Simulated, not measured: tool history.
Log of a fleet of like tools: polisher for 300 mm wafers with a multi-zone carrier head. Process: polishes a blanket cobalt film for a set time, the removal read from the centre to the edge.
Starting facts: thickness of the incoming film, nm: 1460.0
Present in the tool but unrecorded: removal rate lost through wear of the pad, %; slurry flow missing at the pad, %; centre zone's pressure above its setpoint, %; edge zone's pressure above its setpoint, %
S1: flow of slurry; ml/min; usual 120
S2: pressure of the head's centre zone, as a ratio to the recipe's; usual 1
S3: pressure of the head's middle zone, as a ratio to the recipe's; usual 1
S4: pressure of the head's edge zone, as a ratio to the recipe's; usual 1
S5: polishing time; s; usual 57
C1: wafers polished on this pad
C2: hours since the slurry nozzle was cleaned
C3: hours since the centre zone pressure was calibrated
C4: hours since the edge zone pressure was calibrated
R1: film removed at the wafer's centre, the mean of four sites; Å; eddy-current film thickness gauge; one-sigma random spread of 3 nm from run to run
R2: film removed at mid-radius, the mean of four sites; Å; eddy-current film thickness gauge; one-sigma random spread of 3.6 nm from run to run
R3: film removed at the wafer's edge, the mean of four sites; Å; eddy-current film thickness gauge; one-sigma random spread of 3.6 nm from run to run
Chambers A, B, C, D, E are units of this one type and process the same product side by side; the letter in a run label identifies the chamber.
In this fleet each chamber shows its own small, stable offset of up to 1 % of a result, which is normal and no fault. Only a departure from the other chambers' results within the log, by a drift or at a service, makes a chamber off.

run 1B hour=8 | S1=120 S2=1 S3=1 S4=1 S5=57 | C1=1202 C2=270.8 C3=493.9 C4=1288.2 | R1=2897.2 R2=2912.2 R3=2890.1
run 2E hour=20.3 | S1=120 S2=1 S3=1 S4=1 S5=57 | C1=439 C2=160.5 C3=834.6 C4=330.5 | R1=2878.6 R2=2911.1 R3=2936.7
-- hour=23.1 chamber B: worn pad replaced by a new one
-- hour=29.8 chamber C: slurry nozzle cleaned
-- hour=32.1 chamber C: worn pad replaced by a new one
run 3C hour=32.4 | S1=120 S2=1 S3=1 S4=1 S5=57 | C1=4 C2=2.7 C3=320 C4=75.1 | R1=2879.6 R2=2880.2 R3=2869.1
-- hour=39.8 chamber D: slurry nozzle cleaned
run 4A hour=42.5 | S1=120 S2=1 S3=1 S4=1 S5=57 | C1=1325 C2=438.3 C3=597.6 C4=917.7 | R1=2904.4 R2=2888.5 R3=2863.2
run 5D hour=54.2 | S1=85 S2=1 S3=1 S4=1 S5=57 | C1=972 C2=14.4 C3=216.9 C4=613.7 | R1=2587.2 R2=2691.8 R3=2723.4
-- hour=56.7 chamber A: worn pad replaced by a new one
run 6E hour=65.5 | S1=85 S2=1 S3=1 S4=1 S5=57 | C1=947 C2=205.7 C3=879.8 C4=375.7 | R1=2555.4 R2=2627.4 R3=2669
-- hour=70.3 chamber E: worn pad replaced by a new one
run 7C hour=76.9 | S1=85 S2=1 S3=1 S4=1 S5=57 | C1=504 C2=47.2 C3=364.5 C4=119.6 | R1=2540.8 R2=2670.1 R3=2648.1
run 8B hour=87.3 | S1=85 S2=1 S3=1 S4=1 S5=57 | C1=721 C2=350.1 C3=573.2 C4=1367.5 | R1=2663.8 R2=2653.5 R3=2718.4
run 9A hour=97 | S1=85 S2=1 S3=1 S4=1 S5=57 | C1=453 C2=492.8 C3=652.1 C4=972.2 | R1=2539.8 R2=2601.5 R3=2704.6
-- hour=100.3 chamber C: worn pad replaced by a new one
run 10D hour=104.8 | S1=120 S2=1 S3=1 S4=1 S5=57 | C1=1541 C2=65 C3=267.5 C4=664.3 | R1=2894.8 R2=2876.5 R3=2867.5
-- hour=114.6 chamber D: worn pad replaced by a new one
run 11D hour=115.2 | S1=120 S2=1 S3=1 S4=1 S5=57 | C1=7 C2=75.4 C3=277.9 C4=674.7 | R1=2914.7 R2=2925.5 R3=2879.8
run 12B hour=124.7 | S1=120 S2=1 S3=1 S4=1 S5=57 | C1=1142 C2=387.5 C3=610.6 C4=1404.9 | R1=2948.8 R2=2900.3 R3=2819.5
-- hour=127.6 chamber B: worn pad replaced by a new one
run 13A hour=131.6 | S1=120 S2=1 S3=1 S4=1 S5=48 | C1=842 C2=527.4 C3=686.7 C4=1006.8 | R1=2447.2 R2=2387.6 R3=2467.5
-- hour=132.9 chamber A: centre zone pressure recalibrated
run 14C hour=139.3 | S1=120 S2=1 S3=1 S4=1 S5=48 | C1=438 C2=109.6 C3=426.9 C4=182 | R1=2427.8 R2=2481.6 R3=2422.9
run 15E hour=145.5 | S1=120 S2=1 S3=1 S4=1 S5=48 | C1=846 C2=285.7 C3=959.8 C4=455.7 | R1=2372 R2=2372.6 R3=2367
run 16C hour=156.9 | S1=120 S2=1 S3=1 S4=1 S5=48 | C1=636 C2=127.2 C3=444.5 C4=199.6 | R1=2466.7 R2=2417.8 R3=2428
-- hour=159.6 chamber C: worn pad replaced by a new one
-- hour=159.7 chamber E: worn pad replaced by a new one
run 17B hour=163.8 | S1=120 S2=1 S3=1 S4=1 S5=48 | C1=407 C2=426.6 C3=649.7 C4=1444 | R1=2449.5 R2=2420.2 R3=2401.5
run 18A hour=170.2 | S1=120 S2=1 S3=1 S4=1 S5=57 | C1=1276 C2=566 C3=37.4 C4=1045.4 | R1=2864.7 R2=2906.6 R3=2902
run 19D hour=182.6 | S1=120 S2=1 S3=1 S4=1 S5=57 | C1=765 C2=142.8 C3=345.3 C4=742.1 | R1=2964.2 R2=2968.8 R3=2929.7
-- hour=186.5 chamber E: centre zone pressure recalibrated
run 20E hour=189.2 | S1=120 S2=1 S3=1 S4=1 S5=57 | C1=332 C2=329.4 C3=2.7 C4=499.4 | R1=2783.5 R2=2728.9 R3=2807.2
-- hour=191.8 chamber B: edge zone pressure recalibrated
-- hour=195 chamber A: worn pad replaced by a new one
run 21A hour=201.6 | S1=120 S2=1 S3=1 S4=1 S5=57 | C1=74 C2=597.4 C3=68.8 C4=1076.8 | R1=2865.8 R2=2865.7 R3=2851.1
run 22D hour=207.5 | S1=120 S2=1 S3=1.09 S4=1 S5=57 | C1=1044 C2=167.7 C3=370.2 C4=767 | R1=2987.2 R2=3060.8 R3=2831.3
run 23C hour=214.8 | S1=120 S2=1 S3=1.09 S4=1 S5=57 | C1=620 C2=185.1 C3=502.4 C4=257.5 | R1=2874.1 R2=3132.3 R3=2919
run 24B hour=222 | S1=120 S2=1 S3=1.09 S4=1 S5=57 | C1=1061 C2=484.8 C3=707.9 C4=30.2 | R1=2849 R2=3082.4 R3=2890.6
-- hour=232.4 chamber C: worn pad replaced by a new one
run 25E hour=233.3 | S1=120 S2=1 S3=1.09 S4=1 S5=57 | C1=827 C2=373.5 C3=46.8 C4=543.5 | R1=2748.2 R2=2981.5 R3=2814.2
-- hour=240.5 chamber D: worn pad replaced by a new one
-- hour=243.4 chamber E: worn pad replaced by a new one
run 26D hour=245 | S1=120 S2=1 S3=1.09 S4=1 S5=57 | C1=51 C2=205.2 C3=407.7 C4=804.5 | R1=2948.7 R2=3206.6 R3=2845.9
-- hour=246.9 chamber B: worn pad replaced by a new one
run 27B hour=255.6 | S1=120 S2=1 S3=1 S4=1 S5=57 | C1=97 C2=518.4 C3=741.5 C4=63.8 | R1=2911.8 R2=2838.3 R3=2883.9
run 28A hour=267.2 | S1=120 S2=1 S3=1 S4=1 S5=57 | C1=811 C2=663 C3=134.4 C4=1142.4 | R1=2888.8 R2=2865 R3=2841.2
run 29C hour=274.1 | S1=120 S2=1 S3=1 S4=1 S5=57 | C1=468 C2=244.4 C3=561.7 C4=316.8 | R1=2854.9 R2=2891 R3=2896.7
run 30E hour=287.4 | S1=120 S2=1 S3=1 S4=1 S5=57 | C1=494 C2=427.6 C3=100.9 C4=597.6 | R1=2685.4 R2=2717.9 R3=2857

Is one chamber out of step, is the gauge drifting, or do the chambers differ by no more than their own small offsets? For an off chamber, give its letter and the likeliest cause.

Chamber E drifts away from the others.
Likeliest cause: slurry flow missing at the pad, % = 20.4.

Chamber E could run next with any of the 4 candidate recipes listed below; each alters the usual settings, and their results appear as question marks. Which one brings its results back in line with what the other chambers deliver on the usual settings?
A result is in line if it is within this distance of the other chambers' mean on the usual settings: R1 100 Å; R2 120 Å; R3 120 Å
run 31E-1 hour=296.9 | S1=125 S2=1.02 S3=1.01 S4=0.99 S5=59 | R1=? R2=? R3=?
run 31E-2 hour=296.9 | S1=130 S2=1.03 S3=1.03 S4=0.97 S5=61 | R1=? R2=? R3=?
run 31E-3 hour=296.9 | S1=110 S2=0.97 S3=0.97 S4=1.03 S5=53 | R1=? R2=? R3=?
run 31E-4 hour=296.9 | S1=115 S2=0.98 S3=0.99 S4=1.01 S5=55 | R1=? R2=? R3=?

The mean the other chambers reach with the usual settings: R1 2887 Å; R2 2890.1 Å; R3 2881.5 Å
run=31E-1 R1=2890.3 R2=2878.9 R3=2894.5
run=31E-2 R1=3058.5 R2=3062.8 R3=2981.8
run=31E-3 R1=2351.1 R2=2400.5 R3=2590.1
run=31E-4 R1=2507.4 R2=2572.6 R3=2683.5
With 31E-1, the chamber falls back in line with the rest.
